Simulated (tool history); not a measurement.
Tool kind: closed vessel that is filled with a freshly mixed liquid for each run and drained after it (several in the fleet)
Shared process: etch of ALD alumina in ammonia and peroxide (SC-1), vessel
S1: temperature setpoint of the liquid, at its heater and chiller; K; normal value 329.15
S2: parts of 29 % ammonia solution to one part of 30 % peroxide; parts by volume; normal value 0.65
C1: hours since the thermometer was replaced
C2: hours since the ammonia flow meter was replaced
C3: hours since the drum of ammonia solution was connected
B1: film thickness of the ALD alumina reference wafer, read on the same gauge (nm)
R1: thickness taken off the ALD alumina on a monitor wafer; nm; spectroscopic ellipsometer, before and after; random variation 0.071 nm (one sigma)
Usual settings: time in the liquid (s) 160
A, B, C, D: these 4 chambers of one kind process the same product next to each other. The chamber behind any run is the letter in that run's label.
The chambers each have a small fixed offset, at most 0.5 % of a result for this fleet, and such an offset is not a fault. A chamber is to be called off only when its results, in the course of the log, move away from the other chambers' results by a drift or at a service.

run 1A hour=7.3 | S1=329.15 S2=0.65 time_in_the_liquid_(s)=160 | C1=1219.6 C2=1396.4 C3=655.9 | B1=100.01 | R1=8.762
run 2D hour=13.4 | S1=329.15 S2=0.65 time_in_the_liquid_(s)=160 | C1=793.8 C2=831.3 C3=357.1 | B1=99.96 | R1=8.7427
run 3B hour=25.1 | S1=329.15 S2=0.65 time_in_the_liquid_(s)=160 | C1=773.7 C2=1821.1 C3=390.5 | B1=99.96 | R1=8.9788
run 4C hour=32.9 | S1=329.15 S2=0.65 time_in_the_liquid_(s)=160 | C1=439.1 C2=472.6 C3=206.5 | B1=100.03 | R1=8.7065
-- hour=41.6 chamber B: thermometer replaced
run 5A hour=45 | S1=329.15 S2=0.65 time_in_the_liquid_(s)=160 | C1=1257.3 C2=1434.1 C3=693.6 | B1=100.01 | R1=8.7837
run 6B hour=56 | S1=329.15 S2=0.65 time_in_the_liquid_(s)=160 | C1=14.5 C2=1852 C3=421.4 | B1=99.994 | R1=8.7898
run 7C hour=67.7 | S1=329.15 S2=0.65 time_in_the_liquid_(s)=160 | C1=473.9 C2=507.4 C3=241.3 | B1=100.01 | R1=8.8892
run 8D hour=78.7 | S1=322.65 S2=0.65 time_in_the_liquid_(s)=245 | C1=859.1 C2=896.6 C3=422.4 | B1=99.967 | R1=9.6923
run 9B hour=85.9 | S1=322.65 S2=0.65 time_in_the_liquid_(s)=245 | C1=44.4 C2=1881.9 C3=451.3 | B1=100.03 | R1=9.4348
-- hour=93.3 chamber A: ammonia flow meter replaced
run 10A hour=97.8 | S1=322.65 S2=0.65 time_in_the_liquid_(s)=245 | C1=1310.1 C2=4.6 C3=746.4 | B1=99.976 | R1=9.4454
-- hour=106.6 chamber C: ammonia flow meter replaced
run 11C hour=108.6 | S1=322.65 S2=0.65 time_in_the_liquid_(s)=245 | C1=514.8 C2=2.1 C3=282.2 | B1=99.956 | R1=9.8383
run 12D hour=118.6 | S1=329.15 S2=0.65 time_in_the_liquid_(s)=160 | C1=899 C2=936.5 C3=462.3 | B1=99.987 | R1=8.8646
run 13D hour=129.4 | S1=329.15 S2=0.65 time_in_the_liquid_(s)=160 | C1=909.8 C2=947.3 C3=473.1 | B1=100 | R1=8.6974
run 14A hour=140.2 | S1=329.15 S2=0.65 time_in_the_liquid_(s)=160 | C1=1352.5 C2=47 C3=788.8 | B1=99.978 | R1=8.7555
run 15B hour=148 | S1=329.15 S2=0.65 time_in_the_liquid_(s)=160 | C1=106.5 C2=1944 C3=513.4 | B1=99.973 | R1=8.8275
run 16C hour=156.4 | S1=329.15 S2=0.65 time_in_the_liquid_(s)=160 | C1=562.6 C2=49.9 C3=330 | B1=99.974 | R1=9.4296
run 17D hour=162.4 | S1=329.15 S2=0.65 time_in_the_liquid_(s)=160 | C1=942.8 C2=980.3 C3=506.1 | B1=99.993 | R1=8.9088
run 18A hour=168 | S1=329.15 S2=0.65 time_in_the_liquid_(s)=160 | C1=1380.3 C2=74.8 C3=816.6 | B1=99.985 | R1=8.7095
run 19C hour=178.2 | S1=329.15 S2=0.65 time_in_the_liquid_(s)=160 | C1=584.4 C2=71.7 C3=351.8 | B1=100 | R1=9.4363
run 20B hour=183.9 | S1=329.15 S2=0.65 time_in_the_liquid_(s)=160 | C1=142.4 C2=1979.9 C3=549.3 | B1=99.988 | R1=8.8026
run 21D hour=189.5 | S1=329.15 S2=0.65 time_in_the_liquid_(s)=160 | C1=969.9 C2=1007.4 C3=533.2 | B1=100 | R1=8.7998
run 22B hour=195.9 | S1=329.15 S2=0.65 time_in_the_liquid_(s)=160 | C1=154.4 C2=1991.9 C3=561.3 | B1=100.01 | R1=8.7863
run 23C hour=206.6 | S1=329.15 S2=0.65 time_in_the_liquid_(s)=160 | C1=612.8 C2=100.1 C3=380.2 | B1=100 | R1=9.7172
run 24A hour=217.7 | S1=329.15 S2=0.65 time_in_the_liquid_(s)=160 | C1=1430 C2=124.5 C3=866.3 | B1=100.01 | R1=8.8496

Does one chamber stand apart from the rest, does the shared gauge drift, or is all well apart from small per-chamber offsets? Give the chamber and the most likely cause, where there is one.

Little by little, chamber C moves away from the other chambers.
Most likely cause: liquid hotter than its thermometer reads (K) = 1.93.

Below are 4 candidate recipes for chamber C's next run, each the usual settings with a change, their results shown as question marks. Which of them brings C's results back in line with what the other chambers give on the usual settings?
In-line tolerance around the mean of the other chambers on the usual settings: R1 0.25 nm
run 25C-1 hour=226.8 | S1=330.65 S2=0.65 time_in_the_liquid_(s)=175 | R1=?
run 25C-2 hour=226.8 | S1=328.15 S2=0.65 time_in_the_liquid_(s)=145 | R1=?
run 25C-3 hour=226.8 | S1=330.15 S2=0.65 time_in_the_liquid_(s)=170 | R1=?
run 25C-4 hour=226.8 | S1=329.15 S2=0.25 time_in_the_liquid_(s)=160 | R1=?

The other chambers' mean on the usual settings: R1 8.8079 nm
run=25C-1 R1=11.559
run=25C-2 R1=8.4057
run=25C-3 R1=10.942
run=25C-4 R1=8.9053
25C-4 brings the chamber back in line.
